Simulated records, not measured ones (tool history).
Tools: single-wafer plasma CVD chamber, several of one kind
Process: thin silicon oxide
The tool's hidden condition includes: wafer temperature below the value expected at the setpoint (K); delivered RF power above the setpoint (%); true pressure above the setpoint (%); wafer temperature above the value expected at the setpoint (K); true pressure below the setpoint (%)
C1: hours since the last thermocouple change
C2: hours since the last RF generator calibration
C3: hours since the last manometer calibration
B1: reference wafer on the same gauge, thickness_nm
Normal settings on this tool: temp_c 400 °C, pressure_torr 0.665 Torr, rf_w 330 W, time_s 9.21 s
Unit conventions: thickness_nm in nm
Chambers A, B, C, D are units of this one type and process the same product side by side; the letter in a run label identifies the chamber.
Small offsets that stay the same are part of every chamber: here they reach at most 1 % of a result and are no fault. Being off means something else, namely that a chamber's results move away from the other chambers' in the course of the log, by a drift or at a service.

run 1D hour=8.4 | temp_c=400 pressure_torr=0.665 rf_w=330 time_s=9.21 | C1=1774.3 C2=959.5 C3=856.2 | B1=16.504 | thickness_nm=14.774
run 2C hour=19.6 | temp_c=400 pressure_torr=0.665 rf_w=330 time_s=9.21 | C1=603 C2=676.4 C3=1316.4 | B1=16.507 | thickness_nm=14.706
run 3B hour=28.4 | temp_c=400 pressure_torr=0.665 rf_w=330 time_s=9.21 | C1=1889.7 C2=860.9 C3=1560.3 | B1=16.494 | thickness_nm=14.544
run 4A hour=37.5 | temp_c=400 pressure_torr=0.665 rf_w=330 time_s=9.21 | C1=1518.9 C2=485.9 C3=972.9 | B1=16.492 | thickness_nm=14.731
run 5C hour=49.8 | temp_c=400 pressure_torr=0.665 rf_w=330 time_s=9.21 | C1=633.2 C2=706.6 C3=1346.6 | B1=16.491 | thickness_nm=14.721
run 6D hour=57.7 | temp_c=400 pressure_torr=0.513 rf_w=330 time_s=8.58 | C1=1823.6 C2=1008.8 C3=905.5 | B1=16.51 | thickness_nm=10.184
-- hour=62.3 chamber C: capacitance manometer re-zeroed and calibrated
run 7A hour=63.7 | temp_c=400 pressure_torr=0.513 rf_w=330 time_s=8.58 | C1=1545.1 C2=512.1 C3=999.1 | B1=16.491 | thickness_nm=10.31
run 8B hour=74.8 | temp_c=400 pressure_torr=0.513 rf_w=330 time_s=8.58 | C1=1936.1 C2=907.3 C3=1606.7 | B1=16.505 | thickness_nm=10.079
run 9A hour=86.5 | temp_c=400 pressure_torr=0.513 rf_w=330 time_s=8.58 | C1=1567.9 C2=534.9 C3=1021.9 | B1=16.494 | thickness_nm=10.342
run 10B hour=93.9 | temp_c=400 pressure_torr=0.821 rf_w=330 time_s=7.88 | C1=1955.2 C2=926.4 C3=1625.8 | B1=16.504 | thickness_nm=15.348
run 11C hour=101.2 | temp_c=400 pressure_torr=0.821 rf_w=330 time_s=7.88 | C1=684.6 C2=758 C3=39 | B1=16.495 | thickness_nm=15.528
run 12D hour=110.4 | temp_c=400 pressure_torr=0.821 rf_w=330 time_s=7.88 | C1=1876.3 C2=1061.5 C3=958.2 | B1=16.502 | thickness_nm=15.609
run 13C hour=116.5 | temp_c=400 pressure_torr=0.821 rf_w=330 time_s=7.88 | C1=699.9 C2=773.3 C3=54.3 | B1=16.511 | thickness_nm=15.459
run 14B hour=128.9 | temp_c=400 pressure_torr=0.665 rf_w=330 time_s=8.48 | C1=1990.2 C2=961.4 C3=1660.8 | B1=16.506 | thickness_nm=13.401
run 15A hour=135.3 | temp_c=400 pressure_torr=0.665 rf_w=330 time_s=8.48 | C1=1616.7 C2=583.7 C3=1070.7 | B1=16.496 | thickness_nm=13.729
run 16D hour=140.7 | temp_c=400 pressure_torr=0.665 rf_w=330 time_s=8.48 | C1=1906.6 C2=1091.8 C3=988.5 | B1=16.492 | thickness_nm=13.504
run 17A hour=153 | temp_c=400 pressure_torr=0.665 rf_w=330 time_s=8.48 | C1=1634.4 C2=601.4 C3=1088.4 | B1=16.498 | thickness_nm=13.802
run 18B hour=162.2 | temp_c=400 pressure_torr=0.665 rf_w=330 time_s=10.86 | C1=2023.5 C2=994.7 C3=1694.1 | B1=16.498 | thickness_nm=17.169
run 19D hour=171.4 | temp_c=400 pressure_torr=0.665 rf_w=330 time_s=10.86 | C1=1937.3 C2=1122.5 C3=1019.2 | B1=16.508 | thickness_nm=17.324
run 20C hour=180.8 | temp_c=400 pressure_torr=0.665 rf_w=330 time_s=10.86 | C1=764.2 C2=837.6 C3=118.6 | B1=16.498 | thickness_nm=17.261
-- hour=190.2 chamber C: RF generator calibrated
run 21B hour=191.4 | temp_c=400 pressure_torr=0.665 rf_w=330 time_s=10.86 | C1=2052.7 C2=1023.9 C3=1723.3 | B1=16.509 | thickness_nm=17.089
run 22C hour=201.4 | temp_c=400 pressure_torr=0.665 rf_w=330 time_s=9.21 | C1=784.8 C2=11.3 C3=139.2 | B1=16.505 | thickness_nm=14.648
run 23A hour=212.9 | temp_c=400 pressure_torr=0.665 rf_w=330 time_s=9.21 | C1=1694.3 C2=661.3 C3=1148.3 | B1=16.497 | thickness_nm=15.05
run 24D hour=219.4 | temp_c=386 pressure_torr=0.665 rf_w=330 time_s=8.44 | C1=1985.3 C2=1170.5 C3=1067.2 | B1=16.495 | thickness_nm=13.616
run 25D hour=228.2 | temp_c=386 pressure_torr=0.665 rf_w=330 time_s=8.44 | C1=1994.1 C2=1179.3 C3=1076 | B1=16.498 | thickness_nm=13.657
run 26A hour=238.2 | temp_c=386 pressure_torr=0.665 rf_w=330 time_s=8.44 | C1=1719.6 C2=686.6 C3=1173.6 | B1=16.503 | thickness_nm=13.974
run 27C hour=250.8 | temp_c=386 pressure_torr=0.665 rf_w=330 time_s=8.44 | C1=834.2 C2=60.7 C3=188.6 | B1=16.496 | thickness_nm=13.525

Is one chamber off against the others, does the gauge drift, or is nothing wrong? If a chamber is off, say which, and what the likeliest cause is.

Chamber A drifts away from the others.
Cause: true pressure above the setpoint (%) = 2.86.

Below are 4 candidate recipes for chamber A's next run, each the usual settings with a change, their results shown as question marks. Which of them brings A's results back in line with what the other chambers give on the usual settings?
Allowed miss from the other chambers' usual-settings mean, per result, to count as in line: thickness_nm 0.13 nm
run 28A-1 hour=259.9 | temp_c=400 pressure_torr=0.665 rf_w=325 time_s=8.77 | thickness_nm=?
run 28A-2 hour=259.9 | temp_c=400 pressure_torr=0.665 rf_w=335 time_s=9.65 | thickness_nm=?
run 28A-3 hour=259.9 | temp_c=400 pressure_torr=0.665 rf_w=325 time_s=8.94 | thickness_nm=?
run 28A-4 hour=259.9 | temp_c=400 pressure_torr=0.678 rf_w=330 time_s=9.32 | thickness_nm=?

Usual-settings mean across the other chambers: thickness_nm 14.616 nm
run=28A-1 thickness_nm=14.316
run=28A-2 thickness_nm=15.938
run=28A-3 thickness_nm=14.593
run=28A-4 thickness_nm=15.617
28A-3 brings the chamber back in line.

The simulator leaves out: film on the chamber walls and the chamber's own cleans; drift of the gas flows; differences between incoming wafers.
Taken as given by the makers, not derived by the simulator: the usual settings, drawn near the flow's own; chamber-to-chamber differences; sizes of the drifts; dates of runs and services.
